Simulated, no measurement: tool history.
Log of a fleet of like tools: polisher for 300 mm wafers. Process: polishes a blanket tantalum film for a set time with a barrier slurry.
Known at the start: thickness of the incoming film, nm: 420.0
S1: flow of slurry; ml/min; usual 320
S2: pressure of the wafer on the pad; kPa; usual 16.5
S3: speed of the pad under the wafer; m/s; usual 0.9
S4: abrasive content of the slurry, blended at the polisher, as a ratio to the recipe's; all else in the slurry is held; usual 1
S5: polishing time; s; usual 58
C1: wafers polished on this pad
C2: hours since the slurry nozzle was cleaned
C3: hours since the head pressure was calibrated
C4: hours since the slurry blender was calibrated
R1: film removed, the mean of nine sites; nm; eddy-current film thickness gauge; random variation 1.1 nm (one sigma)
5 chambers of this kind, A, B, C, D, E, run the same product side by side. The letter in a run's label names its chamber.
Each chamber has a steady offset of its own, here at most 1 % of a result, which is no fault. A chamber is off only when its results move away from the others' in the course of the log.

At day 0.075: chamber D: worn pad replaced by a new one.
At day 0.092: chamber A: worn pad replaced by a new one.
Run 1B, day 0.325: usual settings; C1 464; C2 71.5; C3 644.5; C4 219.3. Result: R1 119.45 nm.
Run 2E, day 0.5: usual settings; C1 270; C2 199.8; C3 599.1; C4 101.5. Result: R1 118.19 nm.
At day 0.571: chamber C: worn pad replaced by a new one.
At day 0.629: chamber B: worn pad replaced by a new one.
Run 3D, day 0.721: usual settings; C1 233; C2 108.9; C3 231.7; C4 126.3. Result: R1 117.21 nm.
Run 4C, day 1.012: usual settings; C1 160; C2 660.2; C3 93.4; C4 275.3. Result: R1 118.57 nm.
Run 5A, day 1.188: usual settings; C1 396; C2 90.7; C3 281.4; C4 362.7. Result: R1 118.71 nm.
Run 6B, day 1.492: usual settings; C1 312; C2 99.5; C3 672.5; C4 247.3. Result: R1 120.71 nm.
Run 7D, day 1.7: usual settings; C1 587; C2 132.4; C3 255.2; C4 149.8. Result: R1 118.39 nm.
Run 8A, day 1.996: usual settings; C1 688; C2 110.1; C3 300.8; C4 382.1. Result: R1 118.59 nm.
At day 2.071: chamber A: worn pad replaced by a new one.
Run 9C, day 2.192: usual settings; C1 586; C2 688.5; C3 121.7; C4 303.6. Result: R1 120.1 nm.
At day 2.212: chamber D: worn pad replaced by a new one.
At day 2.238: chamber C: worn pad replaced by a new one.
At day 2.271: chamber B: worn pad replaced by a new one.
Run 10E, day 2.375: usual settings but S2 20.7 kPa; C1 947; C2 244.8; C3 644.1; C4 146.5. Result: R1 147.81 nm.
At day 2.425: chamber E: head pressure recalibrated.
At day 2.512: chamber A: head pressure recalibrated.
At day 2.55: chamber E: slurry blender recalibrated.
Run 11B, day 2.662: usual settings but S2 20.7 kPa; C1 142; C2 127.6; C3 700.6; C4 275.4. Result: R1 148.38 nm.
At day 2.667: chamber E: worn pad replaced by a new one.
Run 12D, day 2.85: usual settings but S2 20.7 kPa; C1 231; C2 160; C3 282.8; C4 177.4. Result: R1 147.97 nm.
Run 13A, day 3.025: usual settings but S2 20.7 kPa; C1 345; C2 134.8; C3 12.4; C4 406.8. Result: R1 149.6 nm.
Run 14E, day 3.358: usual settings but S2 20.7 kPa; C1 250; C2 268.4; C3 22.5; C4 19.4. Result: R1 161.46 nm.
Run 15C, day 3.525: usual settings; C1 466; C2 720.5; C3 153.7; C4 335.6. Result: R1 120.53 nm.
At day 3.546: chamber C: slurry nozzle cleaned.
At day 3.554: chamber B: slurry blender recalibrated.
At day 3.792: chamber B: worn pad replaced by a new one.
Run 16C, day 3.862: usual settings; C1 588; C2 7.7; C3 161.8; C4 343.7. Result: R1 118.91 nm.
At day 3.962: chamber A: worn pad replaced by a new one.
At day 3.971: chamber C: worn pad replaced by a new one.
Run 17D, day 4.154: usual settings; C1 702; C2 191.3; C3 314.1; C4 208.7. Result: R1 116.76 nm.
Run 18A, day 4.308: usual settings; C1 125; C2 165.6; C3 43.2; C4 437.6. Result: R1 119.34 nm.
At day 4.342: chamber D: worn pad replaced by a new one.
Run 19E, day 4.462: usual settings; C1 648; C2 294.9; C3 49; C4 45.9. Result: R1 126.85 nm.
At day 4.562: chamber C: slurry blender recalibrated.
Run 20B, day 4.638: usual settings; C1 305; C2 175; C3 748; C4 26.1. Result: R1 120.33 nm.
Run 21D, day 4.896: usual settings but S4 0.85, S5 48 s; C1 201; C2 209.1; C3 331.9; C4 226.5. Result: R1 93.847 nm.
Run 22E, day 5.167: usual settings but S4 0.85, S5 48 s; C1 903; C2 311.8; C3 65.9; C4 62.8. Result: R1 101.75 nm.
At day 5.312: chamber B: worn pad replaced by a new one.
Run 23C, day 5.475: usual settings but S4 0.85, S5 48 s; C1 544; C2 46.4; C3 200.5; C4 21.9. Result: R1 94.15 nm.
Run 24A, day 5.75: usual settings but S4 0.85, S5 48 s; C1 646; C2 200.2; C3 77.8; C4 472.2. Result: R1 92.606 nm.
At day 5.758: chamber C: worn pad replaced by a new one.
At day 5.871: chamber A: worn pad replaced by a new one.
Run 25B, day 5.933: usual settings but S4 0.85, S5 48 s; C1 224; C2 206.1; C3 779.1; C4 57.2. Result: R1 93.778 nm.
Run 26B, day 6.217: usual settings but S2 13.1 kPa, S3 1 m/s; C1 327; C2 212.9; C3 785.9; C4 64. Result: R1 106.7 nm.
Run 27C, day 6.417: usual settings but S2 13.1 kPa, S3 1 m/s; C1 238; C2 69; C3 223.1; C4 44.5. Result: R1 104.39 nm.
At day 6.425: chamber E: worn pad replaced by a new one.
At day 6.521: chamber D: worn pad replaced by a new one.
Run 28D, day 6.592: usual settings but S2 13.1 kPa, S3 1 m/s; C1 25; C2 249.8; C3 372.6; C4 267.2. Result: R1 105.44 nm.
At day 6.833: chamber B: worn pad replaced by a new one.
Run 29A, day 6.908: usual settings but S2 13.1 kPa, S3 1 m/s; C1 374; C2 228; C3 105.6; C4 500. Result: R1 103.27 nm.
Run 30E, day 7.088: usual settings but S2 13.1 kPa, S3 1 m/s; C1 239; C2 357.9; C3 112; C4 108.9. Result: R1 111.89 nm.
At day 7.2: chamber C: worn pad replaced by a new one.
At day 7.246: chamber D: slurry nozzle cleaned.
Run 31D, day 7.288: usual settings; C1 277; C2 1.1; C3 389.3; C4 283.9. Result: R1 119.42 nm.
Run 32C, day 7.488: usual settings; C1 105; C2 94.7; C3 248.8; C4 70.2. Result: R1 122.17 nm.
Run 33B, day 7.812: usual settings; C1 354; C2 251.2; C3 824.2; C4 102.3. Result: R1 121.37 nm.

All 5 chambers run these settings next. Forecast each chamber's results:
Run 34A, day 8.058: usual settings but S4 0.75. Result: R1 ?.
Run 34B, day 8.058: usual settings but S4 0.75. Result: R1 ?.
Run 34C, day 8.058: usual settings but S4 0.75. Result: R1 ?.
Run 34D, day 8.058: usual settings but S4 0.75. Result: R1 ?.
Run 34E, day 8.058: usual settings but S4 0.75. Result: R1 ?.

run      R1
34A  108.05
34B  108.25
34C  107.91
34D  108.75
34E  114.93

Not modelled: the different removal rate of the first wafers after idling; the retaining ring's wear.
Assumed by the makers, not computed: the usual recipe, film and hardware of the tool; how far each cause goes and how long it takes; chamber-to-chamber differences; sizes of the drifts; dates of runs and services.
